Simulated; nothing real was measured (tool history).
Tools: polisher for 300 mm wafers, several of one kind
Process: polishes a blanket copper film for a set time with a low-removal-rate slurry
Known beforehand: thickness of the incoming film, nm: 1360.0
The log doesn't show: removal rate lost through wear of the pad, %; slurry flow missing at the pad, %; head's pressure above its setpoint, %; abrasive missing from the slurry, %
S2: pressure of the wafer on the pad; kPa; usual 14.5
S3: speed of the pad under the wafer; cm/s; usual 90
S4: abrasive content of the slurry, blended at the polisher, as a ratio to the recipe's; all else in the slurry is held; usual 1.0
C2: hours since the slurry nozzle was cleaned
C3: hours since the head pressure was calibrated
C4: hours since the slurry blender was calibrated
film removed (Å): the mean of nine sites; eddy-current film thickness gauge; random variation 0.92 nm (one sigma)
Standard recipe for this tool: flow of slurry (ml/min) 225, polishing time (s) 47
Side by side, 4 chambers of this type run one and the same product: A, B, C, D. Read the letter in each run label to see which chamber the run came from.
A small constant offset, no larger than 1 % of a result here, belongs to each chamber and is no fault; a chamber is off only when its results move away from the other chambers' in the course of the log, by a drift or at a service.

{"run": "1A", "hour": 5.1, "flow of slurry (ml/min)": 225, "S2": 14.5, "S3": 90, "S4": 1.0, "polishing time (s)": 47, "wafers polished on this pad": 83, "C2": 429.3, "C3": 515.4, "C4": 177.7, "film removed (Å)": 793.81}
{"run": "2C", "hour": 9.9, "flow of slurry (ml/min)": 225, "S2": 14.5, "S3": 90, "S4": 1.0, "polishing time (s)": 47, "wafers polished on this pad": 622, "C2": 393.5, "C3": 341.9, "C4": 285.4, "film removed (Å)": 777.47}
{"hour": 12.3, "done": "chamber D: slurry blender recalibrated"}
{"run": "3D", "hour": 14.7, "flow of slurry (ml/min)": 225, "S2": 14.5, "S3": 90, "S4": 1.0, "polishing time (s)": 47, "wafers polished on this pad": 489, "C2": 189.0, "C3": 130.3, "C4": 2.4, "film removed (Å)": 797.51}
{"run": "4B", "hour": 18.2, "flow of slurry (ml/min)": 225, "S2": 14.5, "S3": 90, "S4": 1.0, "polishing time (s)": 47, "wafers polished on this pad": 753, "C2": 397.4, "C3": 91.1, "C4": 357.4, "film removed (Å)": 772.17}
{"run": "5D", "hour": 22.4, "flow of slurry (ml/min)": 225, "S2": 14.5, "S3": 90, "S4": 1.0, "polishing time (s)": 47, "wafers polished on this pad": 591, "C2": 196.7, "C3": 138.0, "C4": 10.1, "film removed (Å)": 796.35}
{"hour": 25.0, "done": "chamber C: slurry blender recalibrated"}
{"hour": 28.4, "done": "chamber C: head pressure recalibrated"}
{"run": "6C", "hour": 29.5, "flow of slurry (ml/min)": 225, "S2": 14.5, "S3": 90, "S4": 1.0, "polishing time (s)": 47, "wafers polished on this pad": 881, "C2": 413.1, "C3": 1.1, "C4": 4.5, "film removed (Å)": 792.93}
{"hour": 33.7, "done": "chamber B: worn pad replaced by a new one"}
{"run": "7B", "hour": 34.9, "flow of slurry (ml/min)": 225, "S2": 14.5, "S3": 90, "S4": 1.0, "polishing time (s)": 47, "wafers polished on this pad": 16, "C2": 414.1, "C3": 107.8, "C4": 374.1, "film removed (Å)": 796.21}
{"hour": 40.7, "done": "chamber D: worn pad replaced by a new one"}
{"run": "8A", "hour": 42.2, "flow of slurry (ml/min)": 225, "S2": 14.5, "S3": 90, "S4": 1.0, "polishing time (s)": 47, "wafers polished on this pad": 574, "C2": 466.4, "C3": 552.5, "C4": 214.8, "film removed (Å)": 789.15}
{"run": "9C", "hour": 48.4, "flow of slurry (ml/min)": 225, "S2": 14.5, "S3": 80, "S4": 1.0, "polishing time (s)": 47, "wafers polished on this pad": 1131, "C2": 432.0, "C3": 20.0, "C4": 23.4, "film removed (Å)": 696.86}
{"hour": 49.5, "done": "chamber B: slurry blender recalibrated"}
{"run": "10B", "hour": 51.9, "flow of slurry (ml/min)": 225, "S2": 14.5, "S3": 80, "S4": 1.0, "polishing time (s)": 47, "wafers polished on this pad": 240, "C2": 431.1, "C3": 124.8, "C4": 2.5, "film removed (Å)": 712.34}
{"hour": 52.8, "done": "chamber A: worn pad replaced by a new one"}
{"run": "11A", "hour": 57.6, "flow of slurry (ml/min)": 225, "S2": 14.5, "S3": 80, "S4": 1.0, "polishing time (s)": 47, "wafers polished on this pad": 64, "C2": 481.8, "C3": 567.9, "C4": 230.2, "film removed (Å)": 682.3}
{"run": "12D", "hour": 61.8, "flow of slurry (ml/min)": 225, "S2": 14.5, "S3": 80, "S4": 1.0, "polishing time (s)": 47, "wafers polished on this pad": 279, "C2": 236.1, "C3": 177.4, "C4": 49.5, "film removed (Å)": 698.21}
{"run": "13D", "hour": 68.2, "flow of slurry (ml/min)": 225, "S2": 14.5, "S3": 90, "S4": 1.0, "polishing time (s)": 47, "wafers polished on this pad": 363, "C2": 242.5, "C3": 183.8, "C4": 55.9, "film removed (Å)": 785.5}
{"run": "14B", "hour": 75.6, "flow of slurry (ml/min)": 225, "S2": 14.5, "S3": 90, "S4": 1.0, "polishing time (s)": 47, "wafers polished on this pad": 554, "C2": 454.8, "C3": 148.5, "C4": 26.2, "film removed (Å)": 799.26}
{"run": "15C", "hour": 83.6, "flow of slurry (ml/min)": 225, "S2": 14.5, "S3": 90, "S4": 1.0, "polishing time (s)": 47, "wafers polished on this pad": 1597, "C2": 467.2, "C3": 55.2, "C4": 58.6, "film removed (Å)": 785.66}
{"run": "16A", "hour": 89.1, "flow of slurry (ml/min)": 225, "S2": 14.5, "S3": 90, "S4": 1.0, "polishing time (s)": 47, "wafers polished on this pad": 481, "C2": 513.3, "C3": 599.4, "C4": 261.7, "film removed (Å)": 786.16}
{"run": "17B", "hour": 93.5, "flow of slurry (ml/min)": 225, "S2": 14.5, "S3": 90, "S4": 1.0, "polishing time (s)": 47, "wafers polished on this pad": 791, "C2": 472.7, "C3": 166.4, "C4": 44.1, "film removed (Å)": 789.6}
{"run": "18D", "hour": 99.1, "flow of slurry (ml/min)": 225, "S2": 14.5, "S3": 90, "S4": 1.0, "polishing time (s)": 47, "wafers polished on this pad": 772, "C2": 273.4, "C3": 214.7, "C4": 86.8, "film removed (Å)": 787.71}
{"hour": 100.8, "done": "chamber D: worn pad replaced by a new one"}
{"hour": 105.1, "done": "chamber A: worn pad replaced by a new one"}
{"run": "19C", "hour": 106.7, "flow of slurry (ml/min)": 225, "S2": 14.5, "S3": 90, "S4": 1.0, "polishing time (s)": 47, "wafers polished on this pad": 1902, "C2": 490.3, "C3": 78.3, "C4": 81.7, "film removed (Å)": 756.46}
{"run": "20A", "hour": 113.3, "flow of slurry (ml/min)": 225, "S2": 14.5, "S3": 90, "S4": 1.0, "polishing time (s)": 47, "wafers polished on this pad": 108, "C2": 537.5, "C3": 623.6, "C4": 285.9, "film removed (Å)": 779.91}
{"hour": 115.2, "done": "chamber B: worn pad replaced by a new one"}
{"hour": 119.0, "done": "chamber A: slurry blender recalibrated"}
{"run": "21D", "hour": 120.0, "flow of slurry (ml/min)": 225, "S2": 14.5, "S3": 90, "S4": 1.0, "polishing time (s)": 47, "wafers polished on this pad": 254, "C2": 294.3, "C3": 235.6, "C4": 107.7, "film removed (Å)": 791.01}
{"hour": 122.7, "done": "chamber D: slurry blender recalibrated"}
{"run": "22C", "hour": 124.5, "flow of slurry (ml/min)": 225, "S2": 14.5, "S3": 90, "S4": 1.0, "polishing time (s)": 47, "wafers polished on this pad": 2138, "C2": 508.1, "C3": 96.1, "C4": 99.5, "film removed (Å)": 744.88}
{"run": "23A", "hour": 131.1, "flow of slurry (ml/min)": 225, "S2": 14.5, "S3": 90, "S4": 1.0, "polishing time (s)": 47, "wafers polished on this pad": 344, "C2": 555.3, "C3": 641.4, "C4": 12.2, "film removed (Å)": 778.65}
{"run": "24B", "hour": 135.1, "flow of slurry (ml/min)": 225, "S2": 14.5, "S3": 90, "S4": 1.0, "polishing time (s)": 47, "wafers polished on this pad": 263, "C2": 514.3, "C3": 208.0, "C4": 85.7, "film removed (Å)": 781.66}
{"run": "25A", "hour": 142.9, "flow of slurry (ml/min)": 225, "S2": 14.5, "S3": 90, "S4": 1.0, "polishing time (s)": 47, "wafers polished on this pad": 500, "C2": 567.1, "C3": 653.2, "C4": 24.0, "film removed (Å)": 766.95}
{"run": "26B", "hour": 150.9, "flow of slurry (ml/min)": 225, "S2": 14.5, "S3": 74, "S4": 1.0, "polishing time (s)": 36, "wafers polished on this pad": 472, "C2": 530.1, "C3": 223.8, "C4": 101.5, "film removed (Å)": 496.78}
{"hour": 154.6, "done": "chamber D: worn pad replaced by a new one"}
{"hour": 156.9, "done": "chamber A: worn pad replaced by a new one"}
{"run": "27C", "hour": 158.1, "flow of slurry (ml/min)": 225, "S2": 14.5, "S3": 74, "S4": 1.0, "polishing time (s)": 36, "wafers polished on this pad": 2582, "C2": 541.7, "C3": 129.7, "C4": 133.1, "film removed (Å)": 478.86}
{"run": "28D", "hour": 163.4, "flow of slurry (ml/min)": 225, "S2": 14.5, "S3": 74, "S4": 1.0, "polishing time (s)": 36, "wafers polished on this pad": 117, "C2": 337.7, "C3": 279.0, "C4": 40.8, "film removed (Å)": 486.97}
{"run": "29B", "hour": 169.3, "flow of slurry (ml/min)": 225, "S2": 14.5, "S3": 74, "S4": 1.0, "polishing time (s)": 36, "wafers polished on this pad": 715, "C2": 548.5, "C3": 242.2, "C4": 119.9, "film removed (Å)": 499.1}
{"run": "30C", "hour": 172.8, "flow of slurry (ml/min)": 225, "S2": 14.5, "S3": 90, "S4": 1.0, "polishing time (s)": 47, "wafers polished on this pad": 2777, "C2": 556.4, "C3": 144.4, "C4": 147.8, "film removed (Å)": 754.58}
{"run": "31A", "hour": 178.7, "flow of slurry (ml/min)": 225, "S2": 14.5, "S3": 90, "S4": 1.0, "polishing time (s)": 47, "wafers polished on this pad": 289, "C2": 602.9, "C3": 689.0, "C4": 59.8, "film removed (Å)": 783.02}
{"run": "32D", "hour": 184.6, "flow of slurry (ml/min)": 225, "S2": 14.5, "S3": 90, "S4": 1.0, "polishing time (s)": 47, "wafers polished on this pad": 397, "C2": 358.9, "C3": 300.2, "C4": 62.0, "film removed (Å)": 773.2}
{"run": "33C", "hour": 191.9, "flow of slurry (ml/min)": 225, "S2": 14.5, "S3": 90, "S4": 1.0, "polishing time (s)": 47, "wafers polished on this pad": 3030, "C2": 575.5, "C3": 163.5, "C4": 166.9, "film removed (Å)": 759.32}
{"run": "34A", "hour": 199.9, "flow of slurry (ml/min)": 225, "S2": 14.5, "S3": 90, "S4": 1.0, "polishing time (s)": 47, "wafers polished on this pad": 569, "C2": 624.1, "C3": 710.2, "C4": 81.0, "film removed (Å)": 804.14}
{"hour": 204.6, "done": "chamber B: worn pad replaced by a new one"}
{"run": "35D", "hour": 207.8, "flow of slurry (ml/min)": 225, "S2": 14.5, "S3": 90, "S4": 1.0, "polishing time (s)": 47, "wafers polished on this pad": 704, "C2": 382.1, "C3": 323.4, "C4": 85.2, "film removed (Å)": 796.0}
{"run": "36B", "hour": 214.3, "flow of slurry (ml/min)": 225, "S2": 14.5, "S3": 90, "S4": 1.0, "polishing time (s)": 47, "wafers polished on this pad": 128, "C2": 593.5, "C3": 287.2, "C4": 164.9, "film removed (Å)": 793.78}
{"hour": 215.0, "done": "chamber D: worn pad replaced by a new one"}
{"hour": 216.2, "done": "chamber A: worn pad replaced by a new one"}
{"run": "37B", "hour": 219.8, "flow of slurry (ml/min)": 225, "S2": 14.5, "S3": 90, "S4": 1.0, "polishing time (s)": 47, "wafers polished on this pad": 201, "C2": 599.0, "C3": 292.7, "C4": 170.4, "film removed (Å)": 799.04}
{"run": "38D", "hour": 225.8, "flow of slurry (ml/min)": 225, "S2": 14.5, "S3": 90, "S4": 1.0, "polishing time (s)": 47, "wafers polished on this pad": 143, "C2": 400.1, "C3": 341.4, "C4": 103.2, "film removed (Å)": 793.63}
{"run": "39C", "hour": 230.6, "flow of slurry (ml/min)": 225, "S2": 14.5, "S3": 90, "S4": 1.0, "polishing time (s)": 47, "wafers polished on this pad": 3541, "C2": 614.2, "C3": 202.2, "C4": 205.6, "film removed (Å)": 736.77}
{"run": "40A", "hour": 238.3, "flow of slurry (ml/min)": 225, "S2": 14.5, "S3": 90, "S4": 1.0, "polishing time (s)": 47, "wafers polished on this pad": 293, "C2": 662.5, "C3": 748.6, "C4": 119.4, "film removed (Å)": 774.02}
{"run": "41A", "hour": 244.5, "flow of slurry (ml/min)": 225, "S2": 14.5, "S3": 90, "S4": 1.0, "polishing time (s)": 47, "wafers polished on this pad": 375, "C2": 668.7, "C3": 754.8, "C4": 125.6, "film removed (Å)": 804.76}
{"run": "42B", "hour": 251.8, "flow of slurry (ml/min)": 225, "S2": 14.5, "S3": 90, "S4": 1.0, "polishing time (s)": 47, "wafers polished on this pad": 624, "C2": 631.0, "C3": 324.7, "C4": 202.4, "film removed (Å)": 788.47}

Which is it: a chamber that has drifted or been left off by a service, a gauge drift common to all chambers, or only each chamber's usual small offset? If a chamber is off, name it and its likeliest cause.

It is chamber C that slowly wanders off from its peers.
Most likely cause: removal rate lost through wear of the pad, % = 6.09.
From this log alone, it may not be told apart from: slurry flow missing at the pad, %; head's pressure below its setpoint, %; abrasive missing from the slurry, %.

Which of the 4 candidates below, each the usual settings with something changed and its results left as question marks, puts chamber C back in line with what the other chambers give on the usual settings?
In-line tolerance around the mean of the other chambers on the usual settings: film removed (Å) 32.00
{"run": "43C-1", "hour": 257.6, "flow of slurry (ml/min)": 225, "S2": 14.5, "S3": 96, "S4": 1.0, "polishing time (s)": 47, "film removed (Å)": "?"}
{"run": "43C-2", "hour": 257.6, "flow of slurry (ml/min)": 225, "S2": 13.8, "S3": 90, "S4": 1.0, "polishing time (s)": 45, "film removed (Å)": "?"}
{"run": "43C-3", "hour": 257.6, "flow of slurry (ml/min)": 220, "S2": 12.4, "S3": 90, "S4": 1.0, "polishing time (s)": 47, "film removed (Å)": "?"}
{"run": "43C-4", "hour": 257.6, "flow of slurry (ml/min)": 225, "S2": 14.5, "S3": 90, "S4": 1.0, "polishing time (s)": 54, "film removed (Å)": "?"}

Mean of the other chambers on the usual settings: film removed (Å) 788.98
run=43C-1 film_removed_(Å)=778.95
run=43C-2 film_removed_(Å)=666.45
run=43C-3 film_removed_(Å)=625.02
run=43C-4 film_removed_(Å)=839.59
43C-1 brings the chamber back in line.
